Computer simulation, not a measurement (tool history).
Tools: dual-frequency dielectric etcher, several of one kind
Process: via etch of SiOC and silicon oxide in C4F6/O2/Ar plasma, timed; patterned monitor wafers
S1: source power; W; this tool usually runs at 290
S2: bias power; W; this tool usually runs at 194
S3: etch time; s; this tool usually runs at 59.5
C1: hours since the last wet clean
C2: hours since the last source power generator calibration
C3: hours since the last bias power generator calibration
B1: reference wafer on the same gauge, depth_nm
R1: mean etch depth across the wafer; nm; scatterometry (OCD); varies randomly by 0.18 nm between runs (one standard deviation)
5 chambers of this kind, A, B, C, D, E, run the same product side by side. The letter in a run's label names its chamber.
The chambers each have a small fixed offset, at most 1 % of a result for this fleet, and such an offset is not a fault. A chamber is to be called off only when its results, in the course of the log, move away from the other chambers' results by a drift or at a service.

run   hour   S1   S2    S3     C1      C2      C3      B1      R1
 1C    5.4  290  194  59.5  361.9  3232.1    3381  57.275   61.22
 2E    9.8  290  194  59.5   87.7     675  2026.9  57.299  60.527
 3D   12.8  290  194  59.5  364.3  1851.9   925.8   57.35  61.361
 4A   18.3  290  194  59.5   62.3  2564.7  1879.5  57.325  60.431
 5B   23.4  290  194  59.5  146.8  3957.8   350.3  57.287   61.17
 6D   28.7  290  194  59.5  380.2  1867.8   941.7  57.285  61.259
 7A   34.6  290  194  59.5   78.6    2581  1895.8  57.299   61.19
 8E   38.9  250  194    47  116.8   704.1    2056  57.292  44.811
 9C     44  250  194    47  400.5  3270.7  3419.6   57.28  45.164
10B   49.4  250  194    47  172.8  3983.8   376.3  57.319   45.66
11B   55.1  250  194    47  178.5  3989.5     382  57.286  45.691
12D   58.5  250  194    47    410  1897.6   971.5  57.311   45.78
13C   62.5  290  194  59.5    419  3289.2  3438.1  57.319  60.739
14E   67.9  290  194  59.5  145.8   733.1    2085  57.308  60.638
15A   73.2  290  194  59.5  117.2  2619.6  1934.4  57.287  60.477
16D   75.8  290  194  59.5  427.3  1914.9   988.8  57.304  61.096
17C   78.6  290  194  59.5  435.1  3305.3  3454.2  57.248  60.683
18B   82.2  290  194  59.5  205.6  4016.6   409.1  57.301  61.128
19A   88.1  290  194  59.5  132.1  2634.5  1949.3  57.316  60.645
20E   92.3  290  194  59.5  170.2   757.5  2109.4  57.296  60.478
21E     95  290  194  59.5  172.9   760.2  2112.1   57.29  60.387
      97.2  -- chamber C: wet clean of the chamber
22B   97.7  290  194  52.5  221.1  4032.1   424.6  57.297  54.028
23C  101.1  290  194  52.5      4  3327.8  3476.7  57.325  53.291
24D  103.9  290  194  52.5  455.4    1943  1016.9  57.254  53.899
25A  108.4  290  194  52.5  152.4  2654.8  1969.6  57.307  53.533
26A  112.2  290  194  52.5  156.2  2658.6  1973.4  57.277  53.131
27E  115.5  290  194  59.5  193.4   780.7  2132.6  57.339  60.299
28C  119.8  290  194  59.5   22.7  3346.5  3495.4  57.296   60.84
29B  123.7  290  194  59.5  247.1  4058.1   450.6  57.267  60.826
30D  128.8  290  194  59.5  480.3  1967.9  1041.8   57.33  60.883
31D  131.4  290  194  59.5  482.9  1970.5  1044.4   57.28  61.266
32E  137.3  290  194  59.5  215.2   802.5  2154.4  57.336  60.488
33B  142.2  290  194  44.5  265.6  4076.6   469.1  57.297  45.718
34A  145.2  290  194  44.5  189.2  2691.6  2006.4   57.26  45.552
35C  149.7  290  194  44.5   52.6  3376.4  3525.3  57.297  45.671
36A    155  290  194  44.5    199  2701.4  2016.2  57.321   45.43

Has any chamber moved away from the others, gradually or after a service, or does the common gauge drift, or do the chambers differ only by their own small steady offsets? State the chamber and the most likely cause if one applies.

All chambers stay in line apart from their small fixed offsets, and the gauge does not drift.

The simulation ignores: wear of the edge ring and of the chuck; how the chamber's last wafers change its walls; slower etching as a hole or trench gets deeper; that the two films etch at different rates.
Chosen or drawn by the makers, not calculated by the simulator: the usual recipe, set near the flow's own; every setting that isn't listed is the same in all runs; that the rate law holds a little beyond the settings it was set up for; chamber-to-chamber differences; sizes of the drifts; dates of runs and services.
